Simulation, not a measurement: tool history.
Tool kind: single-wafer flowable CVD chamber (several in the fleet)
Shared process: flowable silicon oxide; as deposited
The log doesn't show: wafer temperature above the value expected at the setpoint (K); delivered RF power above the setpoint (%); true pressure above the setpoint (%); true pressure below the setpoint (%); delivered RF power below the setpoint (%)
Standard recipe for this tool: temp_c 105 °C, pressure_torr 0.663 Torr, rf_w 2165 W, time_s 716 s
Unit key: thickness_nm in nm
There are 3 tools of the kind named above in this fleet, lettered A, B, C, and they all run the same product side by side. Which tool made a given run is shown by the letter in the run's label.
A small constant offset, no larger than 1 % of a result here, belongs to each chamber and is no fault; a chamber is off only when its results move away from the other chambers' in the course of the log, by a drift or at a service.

run,hour,temp_c,pressure_torr,rf_w,time_s,hours since the last thermocouple change,hours since the last RF generator calibration,hours since the last manometer calibration,"read-back reference wafer on the same gauge, thickness_nm",thickness_nm
1C,4.5,105,0.663,2165,716,1445.2,785.1,1341.3,328.79,289.57
2B,10.9,105,0.663,2165,716,784.1,302.0,509.8,328.78,290.71
3A,18.2,105,0.663,2165,716,589.1,402.5,100.5,328.95,287.21
4C,25.6,105,0.663,2165,716,1466.3,806.2,1362.4,329.06,288.51
5A,34.7,105,0.663,2165,716,605.6,419.0,117.0,328.85,289.61
6B,39.8,105,0.663,2165,716,813.0,330.9,538.7,329.08,288.62
7A,45.7,105,0.663,2165,716,616.6,430.0,128.0,329.35,288.17
8B,53.3,105,0.663,2165,716,826.5,344.4,552.2,329.17,287.42
9C,58.9,105,0.663,2165,716,1499.6,839.5,1395.7,328.97,289.89
10A,66.4,105,0.663,2165,716,637.3,450.7,148.7,329.01,288.60
11B,70.9,105,0.663,2165,716,844.1,362.0,569.8,329.14,287.93
12C,80.1,94,0.663,2165,716,1520.8,860.7,1416.9,329.04,419.97
13C,84.4,94,0.663,2165,716,1525.1,865.0,1421.2,328.98,420.57
14A,90.4,94,0.663,2165,716,661.3,474.7,172.7,328.93,415.25
15B,99.5,105,0.663,2165,716,872.7,390.6,598.4,329.30,287.40
16B,104.3,113,0.663,2165,667,877.5,395.4,603.2,329.18,206.28
17C,109.8,113,0.663,2165,667,1550.5,890.4,1446.6,329.12,207.65
# hour 112.8: chamber C: thermocouple changed; heater temperature recalibrated
18A,114.9,113,0.663,2165,667,685.8,499.2,197.2,329.25,208.43
19C,123.1,105,0.663,2165,716,10.3,903.7,1459.9,328.83,282.69
20B,127.8,105,0.663,2165,716,901.0,418.9,626.7,329.13,287.64
21A,135.2,105,0.663,2165,716,706.1,519.5,217.5,328.95,290.55
22A,143.2,105,0.663,2165,716,714.1,527.5,225.5,329.34,290.93
23B,148.2,105,0.663,2165,716,921.4,439.3,647.1,329.09,287.63
24C,157.0,105,0.663,2165,716,44.2,937.6,1493.8,328.90,279.90
25C,163.7,105,0.663,2165,716,50.9,944.3,1500.5,328.92,281.91
26B,167.7,105,0.663,2165,716,940.9,458.8,666.6,328.87,289.34
27A,174.3,105,0.663,2165,840,745.2,558.6,256.6,328.89,339.65
28C,182.6,105,0.663,2165,840,69.8,963.2,1519.4,329.08,329.32
29B,191.4,105,0.663,2165,840,964.6,482.5,690.3,329.10,338.42
30A,197.7,105,0.663,2165,716,768.6,582.0,280.0,328.95,290.70
31A,204.1,105,0.663,2165,716,775.0,588.4,286.4,328.93,290.27
32C,209.8,105,0.663,2165,716,97.0,990.4,1546.6,329.14,282.55

Next, every chamber runs the same settings. What will each give?
33A,216.4,105,0.663,2570,716,,,,,?
33B,216.4,105,0.663,2570,716,,,,,?
33C,216.4,105,0.663,2570,716,,,,,?

run,thickness_nm
33A,298.56
33B,294.75
33C,287.84

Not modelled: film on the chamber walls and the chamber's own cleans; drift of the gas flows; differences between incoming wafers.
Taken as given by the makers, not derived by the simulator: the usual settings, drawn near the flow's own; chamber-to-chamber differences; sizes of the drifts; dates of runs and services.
